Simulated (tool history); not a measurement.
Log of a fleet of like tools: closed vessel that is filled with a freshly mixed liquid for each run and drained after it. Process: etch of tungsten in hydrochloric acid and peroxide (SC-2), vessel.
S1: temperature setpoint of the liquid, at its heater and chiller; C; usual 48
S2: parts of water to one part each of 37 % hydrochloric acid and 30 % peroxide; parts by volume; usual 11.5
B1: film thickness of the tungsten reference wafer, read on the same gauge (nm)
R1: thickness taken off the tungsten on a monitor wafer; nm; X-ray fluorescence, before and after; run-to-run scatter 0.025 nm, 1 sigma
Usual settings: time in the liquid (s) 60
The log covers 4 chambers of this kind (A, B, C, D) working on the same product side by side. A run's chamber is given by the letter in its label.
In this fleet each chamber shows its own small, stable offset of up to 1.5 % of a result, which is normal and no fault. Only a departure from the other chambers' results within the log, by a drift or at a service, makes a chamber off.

{"run": "1B", "day": 0.158, "S1": 48, "S2": 11.5, "time in the liquid (s)": 60, "B1": 120.01, "R1": 5.6484}
{"run": "2C", "day": 0.354, "S1": 48, "S2": 11.5, "time in the liquid (s)": 60, "B1": 120, "R1": 5.658}
{"run": "3A", "day": 0.533, "S1": 48, "S2": 11.5, "time in the liquid (s)": 60, "B1": 119.99, "R1": 5.6681}
{"run": "4D", "day": 0.704, "S1": 48, "S2": 11.5, "time in the liquid (s)": 60, "B1": 120, "R1": 5.7061}
{"day": 0.775, "done": "chamber A: thermometer replaced"}
{"run": "5C", "day": 0.925, "S1": 48, "S2": 11.5, "time in the liquid (s)": 60, "B1": 119.99, "R1": 5.6273}
{"run": "6A", "day": 1.154, "S1": 48, "S2": 11.5, "time in the liquid (s)": 60, "B1": 119.98, "R1": 5.6559}
{"run": "7B", "day": 1.283, "S1": 40, "S2": 11.5, "time in the liquid (s)": 60, "B1": 119.99, "R1": 3.2844}
{"run": "8D", "day": 1.458, "S1": 40, "S2": 11.5, "time in the liquid (s)": 60, "B1": 120, "R1": 3.2322}
{"run": "9A", "day": 1.733, "S1": 40, "S2": 11.5, "time in the liquid (s)": 60, "B1": 119.99, "R1": 3.2279}
{"run": "10C", "day": 1.942, "S1": 40, "S2": 11.5, "time in the liquid (s)": 60, "B1": 119.97, "R1": 3.2097}
{"run": "11D", "day": 2.104, "S1": 48, "S2": 11.5, "time in the liquid (s)": 60, "B1": 119.99, "R1": 5.7101}
{"run": "12B", "day": 2.338, "S1": 48, "S2": 11.5, "time in the liquid (s)": 60, "B1": 120.02, "R1": 5.747}
{"run": "13D", "day": 2.562, "S1": 40, "S2": 11.5, "time in the liquid (s)": 60, "B1": 120.03, "R1": 3.2201}
{"run": "14A", "day": 2.754, "S1": 40, "S2": 11.5, "time in the liquid (s)": 60, "B1": 120.02, "R1": 3.2071}
{"day": 2.762, "done": "chamber A: new drum of peroxide connected"}
{"run": "15C", "day": 2.975, "S1": 40, "S2": 11.5, "time in the liquid (s)": 60, "B1": 119.96, "R1": 3.189}
{"run": "16B", "day": 3.242, "S1": 40, "S2": 11.5, "time in the liquid (s)": 60, "B1": 119.99, "R1": 3.3294}
{"run": "17A", "day": 3.467, "S1": 48, "S2": 11.5, "time in the liquid (s)": 60, "B1": 119.99, "R1": 5.6736}
{"run": "18D", "day": 3.712, "S1": 48, "S2": 11.5, "time in the liquid (s)": 60, "B1": 120, "R1": 5.7079}
{"run": "19C", "day": 3.842, "S1": 48, "S2": 11.5, "time in the liquid (s)": 60, "B1": 120, "R1": 5.5716}
{"run": "20B", "day": 4.012, "S1": 48, "S2": 7, "time in the liquid (s)": 85, "B1": 120, "R1": 12.279}
{"run": "21D", "day": 4.179, "S1": 48, "S2": 7, "time in the liquid (s)": 85, "B1": 119.97, "R1": 12.066}
{"run": "22C", "day": 4.367, "S1": 48, "S2": 7, "time in the liquid (s)": 85, "B1": 119.97, "R1": 11.985}
{"run": "23A", "day": 4.517, "S1": 48, "S2": 7, "time in the liquid (s)": 85, "B1": 119.99, "R1": 11.905}
{"run": "24B", "day": 4.775, "S1": 48, "S2": 11.5, "time in the liquid (s)": 60, "B1": 120.01, "R1": 5.8246}

Next, all 4 chambers run the settings below, one line each with question marks for the results. What does each chamber give?
{"run": "25A", "day": 4.979, "S1": 48, "S2": 11.5, "time in the liquid (s)": 60, "R1": "?"}
{"run": "25B", "day": 4.979, "S1": 48, "S2": 11.5, "time in the liquid (s)": 60, "R1": "?"}
{"run": "25C", "day": 4.979, "S1": 48, "S2": 11.5, "time in the liquid (s)": 60, "R1": "?"}
{"run": "25D", "day": 4.979, "S1": 48, "S2": 11.5, "time in the liquid (s)": 60, "R1": "?"}

run=25A R1=5.6497
run=25B R1=5.8753
run=25C R1=5.622
run=25D R1=5.6859

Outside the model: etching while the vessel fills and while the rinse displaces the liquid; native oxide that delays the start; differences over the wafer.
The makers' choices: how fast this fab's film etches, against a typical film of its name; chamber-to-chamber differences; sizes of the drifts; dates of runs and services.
